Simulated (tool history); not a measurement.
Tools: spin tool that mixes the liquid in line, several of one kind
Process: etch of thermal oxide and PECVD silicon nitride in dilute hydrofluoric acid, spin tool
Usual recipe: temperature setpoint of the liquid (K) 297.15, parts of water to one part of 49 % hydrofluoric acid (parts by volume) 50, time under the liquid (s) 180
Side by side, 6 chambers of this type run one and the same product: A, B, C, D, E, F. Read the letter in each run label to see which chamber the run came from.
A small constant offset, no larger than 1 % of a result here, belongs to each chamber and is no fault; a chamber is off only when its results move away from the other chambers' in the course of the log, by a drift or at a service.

run   hour  temperature setpoint of the liquid (K)  parts of water to one part of 49 % hydrofluoric acid (parts by volume)  time under the liquid (s)  hours since the thermometer was replaced  hours since the hydrofluoric acid flow meter was replaced  read-back film thickness of the thermal oxide reference wafer, read on the same gauge (nm)  read-back film thickness of the PECVD silicon nitride reference wafer, read on the same gauge (nm)  thickness taken off the thermal oxide on a monitor wafer (Å)  thickness taken off the PECVD silicon nitride on a monitor wafer (Å)
 1B    5.6                                  297.15                                                                      50                        180                                    1743.9                                                      439.1                                                                                      30.013                                                                                              69.994                                                        182.48                                                                133.28
 2A   10.7                                  297.15                                                                      50                        180                                       888                                                       34.8                                                                                      29.991                                                                                              70.013                                                        180.28                                                                134.16
      15.3  -- chamber F: hydrofluoric acid flow meter replaced
 3E   17.2                                  297.15                                                                      50                        180                                    2222.6                                                       2324                                                                                      30.006                                                                                              69.984                                                        180.27                                                                134.66
 4C   23.4                                  297.15                                                                      50                        180                                     616.5                                                     2056.9                                                                                      29.987                                                                                              70.015                                                        181.17                                                                132.51
 5F   30.9                                  297.15                                                                      50                        180                                      1418                                                       15.6                                                                                      30.005                                                                                              70.006                                                        181.53                                                                132.71
      31.7  -- chamber E: hydrofluoric acid flow meter replaced
        35  -- chamber E: thermometer replaced
 6D   36.5                                  297.15                                                                      50                        180                                    1818.8                                                        863                                                                                      30.013                                                                                              70.014                                                        183.33                                                                134.79
 7E   40.7                                  297.15                                                                      50                        180                                       5.7                                                        9.1                                                                                      29.989                                                                                              69.986                                                        180.52                                                                133.67
 8B   48.1                                  297.15                                                                      50                        180                                    1786.4                                                      481.6                                                                                      29.997                                                                                              69.985                                                        186.52                                                                133.31
      50.9  -- chamber D: thermometer replaced
 9A   54.5                                  297.15                                                                      50                        180                                     931.8                                                       78.6                                                                                      29.989                                                                                              69.993                                                        180.67                                                                133.98
10C   60.8                                  297.15                                                                      50                        180                                     653.9                                                     2094.3                                                                                      29.992                                                                                               70.02                                                         182.6                                                                   134
11F   66.1                                  297.15                                                                      50                        180                                    1453.2                                                       50.8                                                                                      29.991                                                                                              69.979                                                        184.63                                                                133.34
12D   70.7                                  297.15                                                                      50                        180                                      19.9                                                      897.2                                                                                      30.001                                                                                              69.985                                                        181.87                                                                134.43
13E   76.6                                  297.15                                                                      50                        180                                      41.6                                                         45                                                                                      30.008                                                                                              70.004                                                        182.52                                                                133.73
14A   82.6                                  297.15                                                                      50                        180                                     959.9                                                      106.7                                                                                      30.008                                                                                              69.999                                                        182.25                                                                 134.9
15B   86.8                                  297.15                                                                      50                        180                                    1825.1                                                      520.3                                                                                      30.015                                                                                              70.006                                                        185.29                                                                133.44
16D   92.8                                  297.15                                                                      50                        180                                        42                                                      919.3                                                                                      29.998                                                                                              69.994                                                        181.17                                                                135.27
17C     97                                  297.15                                                                      50                        180                                     690.1                                                     2130.5                                                                                      29.988                                                                                              69.999                                                        183.61                                                                 132.9
18F  102.2                                  297.15                                                                      50                        180                                    1489.3                                                       86.9                                                                                          30                                                                                              69.989                                                        182.04                                                                   133
19D  109.2                                  299.65                                                                      70                        180                                      58.4                                                      935.7                                                                                      29.996                                                                                               69.99                                                        138.26                                                                114.45
20A  113.3                                  299.65                                                                      70                        180                                     990.6                                                      137.4                                                                                      29.993                                                                                               69.98                                                        140.08                                                                114.42
21C  117.2                                  299.65                                                                      70                        180                                     710.3                                                     2150.7                                                                                      30.011                                                                                              70.019                                                         141.1                                                                113.22
22F  124.8                                  299.65                                                                      70                        180                                    1511.9                                                      109.5                                                                                      30.001                                                                                              69.995                                                         140.5                                                                113.02
23E  132.4                                  299.65                                                                      70                        180                                      97.4                                                      100.8                                                                                      29.998                                                                                              69.996                                                        138.23                                                                 113.4
24B    139                                  299.65                                                                      70                        180                                    1877.3                                                      572.5                                                                                      29.987                                                                                              69.995                                                         142.1                                                                113.19
25C    145                                  297.15                                                                      50                        180                                     738.1                                                     2178.5                                                                                      30.017                                                                                              69.966                                                        186.58                                                                137.35
26D    152                                  297.15                                                                      50                        180                                     101.2                                                      978.5                                                                                      29.997                                                                                              70.016                                                        181.37                                                                135.01
27F  155.4                                  297.15                                                                      50                        180                                    1542.5                                                      140.1                                                                                      29.992                                                                                              70.005                                                        182.24                                                                133.02
28A  159.4                                  297.15                                                                      50                        180                                    1036.7                                                      183.5                                                                                      29.995                                                                                              69.995                                                        183.01                                                                134.89
29E  165.3                                  297.15                                                                      50                        180                                     130.3                                                      133.7                                                                                      30.014                                                                                              69.977                                                        182.05                                                                136.06
30B  171.2                                  297.15                                                                      50                        180                                    1909.5                                                      604.7                                                                                       29.99                                                                                              70.002                                                        184.22                                                                 133.4
31C  178.5                                  297.15                                                                      50                        180                                     771.6                                                       2212                                                                                      29.999                                                                                              70.002                                                         188.1                                                                137.77
32F  183.2                                  297.15                                                                      50                        180                                    1570.3                                                      167.9                                                                                      30.011                                                                                                  70                                                        182.97                                                                132.47
33D  186.6                                  297.15                                                                      50                        180                                     135.8                                                     1013.1                                                                                      29.989                                                                                               70.03                                                        184.53                                                                134.84
34B  191.2                                  297.15                                                                      50                        180                                    1929.5                                                      624.7                                                                                      30.009                                                                                              69.988                                                        184.84                                                                135.94
35A  195.7                                  297.15                                                                      50                        180                                      1073                                                      219.8                                                                                      30.005                                                                                              70.008                                                        183.44                                                                133.93
36E    203                                  294.65                                                                      50                        180                                       168                                                      171.4                                                                                      29.982                                                                                              69.984                                                        164.44                                                                113.02
37A  206.5                                  294.65                                                                      50                        180                                    1083.8                                                      230.6                                                                                       30.01                                                                                              69.993                                                        164.33                                                                113.73
38E  213.2                                  294.65                                                                      50                        180                                     178.2                                                      181.6                                                                                      29.998                                                                                              69.963                                                        163.74                                                                112.65
39C  217.6                                  294.65                                                                      50                        180                                     810.7                                                     2251.1                                                                                      30.012                                                                                              70.004                                                        172.88                                                                119.52
40D  222.5                                  294.65                                                                      50                        180                                     171.7                                                       1049                                                                                      30.007                                                                                              69.992                                                        163.22                                                                113.23
41B  227.5                                  294.65                                                                      50                        180                                    1965.8                                                        661                                                                                      30.002                                                                                              70.007                                                        166.16                                                                112.45
42F  233.3                                  297.15                                                                      50                        180                                    1620.4                                                        218                                                                                      30.017                                                                                               69.99                                                         181.6                                                                133.21

All 6 chambers run these settings next. Forecast each chamber's results:
43A  238.8                                  297.15                                                                      50                        180                                                                                                                                                                                                                                                                                                                                                                  ?                                                                     ?
43B  238.8                                  297.15                                                                      50                        180                                                                                                                                                                                                                                                                                                                                                                  ?                                                                     ?
43C  238.8                                  297.15                                                                      50                        180                                                                                                                                                                                                                                                                                                                                                                  ?                                                                     ?
43D  238.8                                  297.15                                                                      50                        180                                                                                                                                                                                                                                                                                                                                                                  ?                                                                     ?
43E  238.8                                  297.15                                                                      50                        180                                                                                                                                                                                                                                                                                                                                                                  ?                                                                     ?
43F  238.8                                  297.15                                                                      50                        180                                                                                                                                                                                                                                                                                                                                                                  ?                                                                     ?

run  thickness taken off the thermal oxide on a monitor wafer (Å)  thickness taken off the PECVD silicon nitride on a monitor wafer (Å)
43A                                                         183.6                                                                133.76
43B                                                        184.59                                                                133.78
43C                                                        190.42                                                                141.52
43D                                                        184.66                                                                135.15
43E                                                        182.93                                                                134.89
43F                                                        183.14                                                                 134.9
